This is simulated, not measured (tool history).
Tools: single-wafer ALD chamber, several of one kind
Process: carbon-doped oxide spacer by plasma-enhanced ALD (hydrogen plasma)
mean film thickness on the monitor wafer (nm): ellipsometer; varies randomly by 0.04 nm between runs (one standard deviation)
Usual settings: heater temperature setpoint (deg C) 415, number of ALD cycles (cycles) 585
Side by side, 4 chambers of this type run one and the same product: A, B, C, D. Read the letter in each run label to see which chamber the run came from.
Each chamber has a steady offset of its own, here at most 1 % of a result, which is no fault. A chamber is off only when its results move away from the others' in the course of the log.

run	hour	heater temperature setpoint (deg C)	number of ALD cycles (cycles)	read-back reference wafer on the same gauge, thickness_nm	mean film thickness on the monitor wafer (nm)
1C	12.5	415	585	22.813	27.779
2D	25.4	415	585	22.804	28.039
3B	37.0	415	585	22.822	27.811
4A	50.2	415	585	22.815	27.786
5C	56.8	415	585	22.829	27.829
6B	67.3	415	585	22.831	27.863
7A	78.7	428	643	22.848	29.275
8D	91.8	428	643	22.843	29.658
9A	103.3	428	643	22.849	29.424
10B	110.9	428	643	22.858	29.344
11C	120.2	415	585	22.859	27.906
12D	130.7	415	585	22.861	28.210
13C	139.5	415	585	22.852	27.904
14B	145.8	415	585	22.860	27.889
15D	154.1	415	585	22.880	28.169
16A	165.3	415	585	22.880	27.809
17A	178.1	415	500	22.878	23.761
18B	190.3	415	500	22.887	23.820
19C	198.7	415	500	22.893	23.861
20D	209.2	415	500	22.894	24.146
21B	216.7	403	647	22.900	32.081
22A	227.8	403	647	22.899	31.950
23D	234.8	403	647	22.908	32.415
24C	242.9	403	647	22.916	32.032
25D	253.1	415	585	22.916	28.217
26C	260.5	426	524	22.925	24.172
27A	271.2	426	524	22.920	24.108
28B	284.8	426	524	22.924	24.244

Is one chamber out of step, is the gauge drifting, or do the chambers differ by no more than their own small offsets? For an off chamber, give its letter and the likeliest cause.

Every chamber seems to shift together because the gauge that measures them all drifts; the chambers themselves are fine.
Cause: gauge reads high (%) = 0.597.

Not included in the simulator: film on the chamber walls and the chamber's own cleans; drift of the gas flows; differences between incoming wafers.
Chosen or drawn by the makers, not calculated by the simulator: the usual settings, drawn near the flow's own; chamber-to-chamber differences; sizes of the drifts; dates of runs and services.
